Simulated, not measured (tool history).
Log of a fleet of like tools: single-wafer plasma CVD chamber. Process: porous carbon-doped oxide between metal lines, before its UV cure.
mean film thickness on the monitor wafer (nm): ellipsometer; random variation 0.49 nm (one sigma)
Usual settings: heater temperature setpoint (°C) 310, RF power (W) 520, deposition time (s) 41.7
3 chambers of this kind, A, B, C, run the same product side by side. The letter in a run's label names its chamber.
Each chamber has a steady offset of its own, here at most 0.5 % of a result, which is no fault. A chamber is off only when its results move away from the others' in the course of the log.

run,day,heater temperature setpoint (°C),RF power (W),deposition time (s),"read-back reference wafer on the same gauge, thickness_nm",mean film thickness on the monitor wafer (nm)
1C,0.412,310,520,41.7,244.03,217.35
2B,0.788,310,520,41.7,244.13,217.51
3A,1.417,310,520,41.7,244.00,217.01
4A,2.075,310,520,41.7,243.99,217.97
5B,2.392,310,520,41.7,244.00,216.32
6C,3.042,310,520,41.7,243.90,217.20
7A,3.675,310,520,41.7,244.10,217.21
8B,4.033,310,520,41.7,244.04,217.12
9C,4.675,310,475,41.7,243.93,203.73
10A,4.975,310,475,41.7,244.00,203.21
11B,5.483,310,475,41.7,244.06,204.52
12C,5.942,310,520,41.7,244.02,216.50
13C,6.325,310,520,41.7,244.01,216.87
14B,6.788,298,520,41.7,244.13,232.79
15A,7.254,298,520,41.7,243.90,233.38
16C,7.621,298,520,41.7,243.92,231.67
17B,8.054,310,520,41.7,244.05,217.17
18A,8.446,310,520,41.7,244.14,219.15
19C,8.829,310,520,41.7,244.07,217.15
20A,9.171,310,520,41.7,244.06,220.07
21B,9.479,310,520,41.7,243.90,215.83
22A,9.950,316,520,39.2,244.01,200.18
23B,10.567,316,520,39.2,244.00,198.14
24C,10.917,316,520,39.2,243.89,198.20
# day 11.121: chamber C: RF generator calibrated
# day 11.179: chamber C: thermocouple changed; heater temperature recalibrated
25B,11.492,310,520,41.7,244.01,217.05
26C,11.921,310,480,34.7,243.93,172.64
27A,12.438,310,480,34.7,244.06,174.82
28A,12.975,310,480,34.7,243.94,175.00
29C,13.358,310,520,41.7,243.82,217.20
30B,13.667,310,520,41.7,244.00,217.41
31A,14.254,310,520,41.7,243.98,222.72
32B,14.862,310,520,41.7,244.02,217.09
33C,15.192,310,520,41.7,243.98,217.98
34C,15.512,310,520,41.7,243.98,217.76
35B,16.154,310,520,41.7,243.96,216.71
36A,16.733,310,520,41.7,244.01,223.82

Is one chamber off against the others, does the gauge drift, or is nothing wrong? If a chamber is off, say which, and what the likeliest cause is.

Chamber A drifts away from the others.
Cause: wafer temperature below the value expected at the setpoint (K) = 5.27.

Here are 4 candidates for chamber A's next run, each the usual settings with a change, their results left as question marks. Which one brings its results back in line with what the others give on the usual settings?
In line means no further than this from the other chambers' mean on the usual settings: mean film thickness on the monitor wafer (nm) 1.70
37A-1,17.208,311,520,40.6,,?
37A-2,17.208,309,525,42.5,,?
37A-3,17.208,319,520,41.7,,?
37A-4,17.208,309,520,43.6,,?

The other chambers' mean on the usual settings: mean film thickness on the monitor wafer (nm) 217.07
run,mean film thickness on the monitor wafer (nm)
37A-1,216.78
37A-2,230.70
37A-3,213.18
37A-4,234.99
37A-1 brings the chamber back in line.
